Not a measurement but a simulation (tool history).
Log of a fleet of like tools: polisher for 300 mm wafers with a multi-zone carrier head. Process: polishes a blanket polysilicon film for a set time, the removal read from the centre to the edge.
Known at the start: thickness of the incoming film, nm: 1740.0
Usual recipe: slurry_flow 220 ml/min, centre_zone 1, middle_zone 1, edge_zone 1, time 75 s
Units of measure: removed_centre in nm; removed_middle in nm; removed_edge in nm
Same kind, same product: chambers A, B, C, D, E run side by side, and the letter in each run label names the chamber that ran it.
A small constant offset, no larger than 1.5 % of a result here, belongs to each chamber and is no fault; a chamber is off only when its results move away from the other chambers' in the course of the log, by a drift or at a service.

-- hour=8 chamber B: worn pad replaced by a new one
run 1B hour=9.4 | slurry_flow=220 centre_zone=1 middle_zone=1 edge_zone=1 time=75 | removed_centre=646.78 removed_middle=638.11 removed_edge=631.64
-- hour=18.3 chamber E: worn pad replaced by a new one
run 2A hour=19.6 | slurry_flow=220 centre_zone=1 middle_zone=1 edge_zone=1 time=75 | removed_centre=624.88 removed_middle=624.64 removed_edge=646.32
run 3C hour=26.5 | slurry_flow=220 centre_zone=1 middle_zone=1 edge_zone=1 time=75 | removed_centre=619.35 removed_middle=619.28 removed_edge=650.93
run 4E hour=39.7 | slurry_flow=220 centre_zone=1 middle_zone=1 edge_zone=1 time=75 | removed_centre=625.53 removed_middle=634.16 removed_edge=613.68
run 5D hour=48.2 | slurry_flow=220 centre_zone=1 middle_zone=1 edge_zone=1 time=75 | removed_centre=623.89 removed_middle=623.01 removed_edge=618.43
run 6E hour=62.1 | slurry_flow=220 centre_zone=0.91 middle_zone=1 edge_zone=1 time=75 | removed_centre=563.21 removed_middle=621.5 removed_edge=636.53
-- hour=65 chamber D: worn pad replaced by a new one
run 7A hour=74.3 | slurry_flow=220 centre_zone=0.91 middle_zone=1 edge_zone=1 time=75 | removed_centre=571.67 removed_middle=643.12 removed_edge=628.15
-- hour=83.1 chamber C: worn pad replaced by a new one
run 8D hour=88.5 | slurry_flow=220 centre_zone=0.91 middle_zone=1 edge_zone=1 time=75 | removed_centre=556.95 removed_middle=627.48 removed_edge=607.24
-- hour=95.7 chamber B: worn pad replaced by a new one
-- hour=97.6 chamber A: worn pad replaced by a new one
run 9C hour=99.2 | slurry_flow=220 centre_zone=0.91 middle_zone=1 edge_zone=1 time=75 | removed_centre=570.24 removed_middle=626.46 removed_edge=623.76
run 10B hour=112.4 | slurry_flow=220 centre_zone=0.91 middle_zone=1 edge_zone=1 time=75 | removed_centre=557.85 removed_middle=618.78 removed_edge=645.36
run 11E hour=125.3 | slurry_flow=220 centre_zone=1 middle_zone=1 edge_zone=1 time=75 | removed_centre=613.12 removed_middle=628.88 removed_edge=624.01
run 12C hour=132.6 | slurry_flow=220 centre_zone=1 middle_zone=1 edge_zone=1 time=75 | removed_centre=623.85 removed_middle=612.19 removed_edge=634.42
-- hour=137.2 chamber A: centre zone pressure recalibrated
-- hour=138.6 chamber E: worn pad replaced by a new one
-- hour=139 chamber A: edge zone pressure recalibrated
run 13D hour=139.4 | slurry_flow=220 centre_zone=1 middle_zone=1 edge_zone=1 time=75 | removed_centre=629.03 removed_middle=606.52 removed_edge=628.65
run 14A hour=145.8 | slurry_flow=220 centre_zone=1 middle_zone=1 edge_zone=1 time=75 | removed_centre=633.69 removed_middle=637.33 removed_edge=625.76
run 15B hour=153 | slurry_flow=220 centre_zone=1 middle_zone=1 edge_zone=1 time=75 | removed_centre=637.77 removed_middle=606.56 removed_edge=635.25
-- hour=155.5 chamber B: slurry nozzle cleaned
-- hour=164 chamber D: worn pad replaced by a new one
run 16B hour=167.2 | slurry_flow=220 centre_zone=1 middle_zone=1 edge_zone=1 time=75 | removed_centre=646.51 removed_middle=611.21 removed_edge=629.61
run 17D hour=181.3 | slurry_flow=220 centre_zone=1 middle_zone=1 edge_zone=1 time=75 | removed_centre=633.99 removed_middle=602.83 removed_edge=629.78
run 18C hour=189.4 | slurry_flow=220 centre_zone=1 middle_zone=1 edge_zone=1 time=75 | removed_centre=636.04 removed_middle=607.25 removed_edge=635.95
-- hour=192 chamber B: worn pad replaced by a new one
-- hour=198.2 chamber E: slurry nozzle cleaned
run 19E hour=199.2 | slurry_flow=220 centre_zone=1 middle_zone=1 edge_zone=1 time=75 | removed_centre=626.5 removed_middle=614.05 removed_edge=638.4
-- hour=206 chamber E: centre zone pressure recalibrated
run 20A hour=208.9 | slurry_flow=220 centre_zone=1 middle_zone=1 edge_zone=1 time=75 | removed_centre=630.8 removed_middle=625.77 removed_edge=623.78
run 21E hour=216.5 | slurry_flow=220 centre_zone=1 middle_zone=1 edge_zone=1 time=75 | removed_centre=610.97 removed_middle=623.72 removed_edge=615.22
-- hour=220.8 chamber C: worn pad replaced by a new one
-- hour=221.2 chamber A: worn pad replaced by a new one
run 22D hour=225.3 | slurry_flow=220 centre_zone=1 middle_zone=1 edge_zone=1 time=75 | removed_centre=635.68 removed_middle=625.09 removed_edge=619.36
run 23C hour=236.4 | slurry_flow=220 centre_zone=1 middle_zone=1 edge_zone=1 time=75 | removed_centre=649.71 removed_middle=615.08 removed_edge=633.59
run 24A hour=247.1 | slurry_flow=220 centre_zone=1 middle_zone=1 edge_zone=1 time=75 | removed_centre=624.65 removed_middle=635.06 removed_edge=632.97
-- hour=255.9 chamber D: worn pad replaced by a new one
-- hour=256.1 chamber B: centre zone pressure recalibrated
run 25B hour=256.5 | slurry_flow=220 centre_zone=1 middle_zone=1 edge_zone=1 time=75 | removed_centre=632.3 removed_middle=618.7 removed_edge=624.56
run 26A hour=271.3 | slurry_flow=220 centre_zone=1 middle_zone=1 edge_zone=1 time=75 | removed_centre=633.94 removed_middle=631.98 removed_edge=614.44
-- hour=279.4 chamber E: worn pad replaced by a new one
-- hour=283.3 chamber B: worn pad replaced by a new one
run 27C hour=284.6 | slurry_flow=220 centre_zone=1 middle_zone=1 edge_zone=1 time=75 | removed_centre=668.61 removed_middle=648.9 removed_edge=630.39
run 28D hour=297 | slurry_flow=220 centre_zone=1 middle_zone=1 edge_zone=1 time=75 | removed_centre=619.56 removed_middle=595.34 removed_edge=622.59
run 29B hour=310.5 | slurry_flow=220 centre_zone=1 middle_zone=1 edge_zone=1.1 time=75 | removed_centre=640.32 removed_middle=627.42 removed_edge=665.64
run 30E hour=321 | slurry_flow=220 centre_zone=1 middle_zone=1 edge_zone=1.1 time=75 | removed_centre=623.78 removed_middle=623.66 removed_edge=645.2
run 31D hour=335.1 | slurry_flow=220 centre_zone=1 middle_zone=1 edge_zone=1.1 time=75 | removed_centre=628.1 removed_middle=600.98 removed_edge=659.06
-- hour=341 chamber D: worn pad replaced by a new one
-- hour=343 chamber C: worn pad replaced by a new one
run 32A hour=346.2 | slurry_flow=220 centre_zone=1 middle_zone=1 edge_zone=1.1 time=75 | removed_centre=633.26 removed_middle=623.09 removed_edge=662.56
-- hour=353.6 chamber D: slurry nozzle cleaned
run 33C hour=353.9 | slurry_flow=220 centre_zone=1 middle_zone=1 edge_zone=1.1 time=75 | removed_centre=659.25 removed_middle=628.39 removed_edge=663.23
-- hour=354.7 chamber A: worn pad replaced by a new one
run 34E hour=360.7 | slurry_flow=220 centre_zone=0.92 middle_zone=0.94 edge_zone=1 time=75 | removed_centre=555.38 removed_middle=585.61 removed_edge=622.85
-- hour=368.5 chamber B: slurry nozzle cleaned
run 35B hour=374.3 | slurry_flow=220 centre_zone=0.92 middle_zone=0.94 edge_zone=1 time=75 | removed_centre=576.81 removed_middle=597.93 removed_edge=623.08
run 36A hour=387.3 | slurry_flow=220 centre_zone=0.92 middle_zone=0.94 edge_zone=1 time=75 | removed_centre=572.22 removed_middle=598.31 removed_edge=628.66
-- hour=388.6 chamber B: worn pad replaced by a new one
-- hour=390.6 chamber E: worn pad replaced by a new one
run 37B hour=402.1 | slurry_flow=220 centre_zone=0.92 middle_zone=0.94 edge_zone=1 time=75 | removed_centre=574.53 removed_middle=588.74 removed_edge=627.38
run 38C hour=410.5 | slurry_flow=220 centre_zone=0.92 middle_zone=0.94 edge_zone=1 time=75 | removed_centre=630.16 removed_middle=595.82 removed_edge=636.64
run 39D hour=417.2 | slurry_flow=220 centre_zone=1 middle_zone=1 edge_zone=1 time=75 | removed_centre=623.02 removed_middle=617.77 removed_edge=626.59
run 40E hour=430.1 | slurry_flow=220 centre_zone=1 middle_zone=0.91 edge_zone=1 time=56 | removed_centre=464.52 removed_middle=420.12 removed_edge=460.61
run 41B hour=442.7 | slurry_flow=220 centre_zone=1 middle_zone=0.91 edge_zone=1 time=56 | removed_centre=473.42 removed_middle=435.52 removed_edge=482.99
-- hour=456 chamber E: edge zone pressure recalibrated
run 42E hour=456.6 | slurry_flow=220 centre_zone=1 middle_zone=0.91 edge_zone=1 time=56 | removed_centre=472.52 removed_middle=428.31 removed_edge=464.38

One chamber off, gauge drift, or nothing amiss beyond the chambers' own small offsets? If it is a chamber, which one, and what is the likeliest cause?

One chamber, C, drifts off from the rest bit by bit.
Cause: centre zone's pressure above its setpoint, % = 10.3.

Which of the 4 candidates below, each the usual settings with something changed and its results left as question marks, puts chamber C back in line with what the other chambers give on the usual settings?
A result is in line if it is within this distance of the other chambers' mean on the usual settings: removed_centre 29 nm; removed_middle 33 nm; removed_edge 29 nm
run 43C-1 hour=467.2 | slurry_flow=225 centre_zone=1.07 middle_zone=0.98 edge_zone=0.98 time=76 | removed_centre=? removed_middle=? removed_edge=?
run 43C-2 hour=467.2 | slurry_flow=220 centre_zone=1.01 middle_zone=1 edge_zone=1 time=75 | removed_centre=? removed_middle=? removed_edge=?
run 43C-3 hour=467.2 | slurry_flow=220 centre_zone=0.99 middle_zone=1 edge_zone=1 time=75 | removed_centre=? removed_middle=? removed_edge=?
run 43C-4 hour=467.2 | slurry_flow=215 centre_zone=0.93 middle_zone=1.02 edge_zone=1.02 time=74 | removed_centre=? removed_middle=? removed_edge=?

The mean the other chambers reach with the usual settings: removed_centre 628.7 nm; removed_middle 625.77 nm; removed_edge 627.64 nm
run=43C-1 removed_centre=756.75 removed_middle=620.04 removed_edge=637.71
run=43C-2 removed_centre=699.05 removed_middle=621.86 removed_edge=634.51
run=43C-3 removed_centre=683.93 removed_middle=621.94 removed_edge=634.51
run=43C-4 removed_centre=627.94 removed_middle=623.36 removed_edge=631.05
43C-4 brings the chamber back in line.
